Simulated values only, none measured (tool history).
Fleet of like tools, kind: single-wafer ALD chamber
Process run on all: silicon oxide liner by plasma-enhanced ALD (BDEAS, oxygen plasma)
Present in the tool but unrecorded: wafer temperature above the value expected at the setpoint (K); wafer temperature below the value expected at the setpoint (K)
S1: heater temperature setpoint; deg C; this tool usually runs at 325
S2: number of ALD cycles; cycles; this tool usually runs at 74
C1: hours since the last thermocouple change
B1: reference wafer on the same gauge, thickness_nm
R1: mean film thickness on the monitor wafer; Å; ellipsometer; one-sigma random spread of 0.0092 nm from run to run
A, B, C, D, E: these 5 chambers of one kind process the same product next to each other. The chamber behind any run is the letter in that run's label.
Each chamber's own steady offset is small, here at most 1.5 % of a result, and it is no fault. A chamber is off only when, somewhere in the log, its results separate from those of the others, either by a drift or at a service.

run,hour,S1,S2,C1,B1,R1
1D,3.8,325,74,109.6,7.6208,65.915
2B,7.1,325,74,1741.0,7.6201,66.455
3A,9.8,325,74,138.9,7.6233,67.171
4C,14.1,325,74,1256.2,7.6284,67.172
5E,16.6,325,74,512.1,7.6245,67.135
6A,19.1,325,74,148.2,7.6265,67.173
7D,22.0,325,74,127.8,7.6288,65.709
8B,24.5,325,74,1758.4,7.6276,66.534
9E,26.7,325,60,522.2,7.6306,54.516
10C,29.7,325,60,1271.8,7.6318,54.492
11A,32.7,325,60,161.8,7.6328,54.438
12C,35.7,325,60,1277.8,7.6298,54.510
13E,38.2,325,60,533.7,7.6351,54.494
14D,41.2,325,74,147.0,7.6350,65.901
15B,44.6,325,74,1778.5,7.6384,66.519
16D,49.0,325,74,154.8,7.6370,65.823
17C,51.2,336,66,1293.3,7.6412,59.049
18B,56.1,336,66,1790.0,7.6427,58.486
# hour 59.3: chamber B: thermocouple changed; heater temperature recalibrated
19E,59.5,336,66,555.0,7.6419,59.033
20A,63.9,336,66,193.0,7.6446,59.030
21E,66.1,336,66,561.6,7.6450,59.043
22C,68.3,325,74,1310.4,7.6437,67.330
23A,72.9,325,74,202.0,7.6482,67.334
24B,75.0,325,74,15.7,7.6471,66.610
25D,79.9,313,74,185.7,7.6505,67.218
26C,82.1,313,74,1324.2,7.6514,68.696
27B,84.6,313,74,25.3,7.6515,67.840
28E,88.6,313,74,584.1,7.6533,68.496
29D,92.4,313,74,198.2,7.6544,67.255
30A,96.1,325,74,225.2,7.6564,67.376
31D,98.4,325,74,204.2,7.6600,66.180
32E,101.3,325,74,596.8,7.6581,67.332
33A,105.7,325,74,234.8,7.6576,67.281
34C,108.0,325,74,1350.1,7.6605,67.477
35B,110.2,330,74,50.9,7.6603,66.098

All 5 chambers run these settings next. Forecast each chamber's results:
36A,113.7,325,74,,,?
36B,113.7,325,74,,,?
36C,113.7,325,74,,,?
36D,113.7,325,74,,,?
36E,113.7,325,74,,,?

run,R1
36A,67.162
36B,66.552
36C,67.445
36D,66.388
36E,67.595
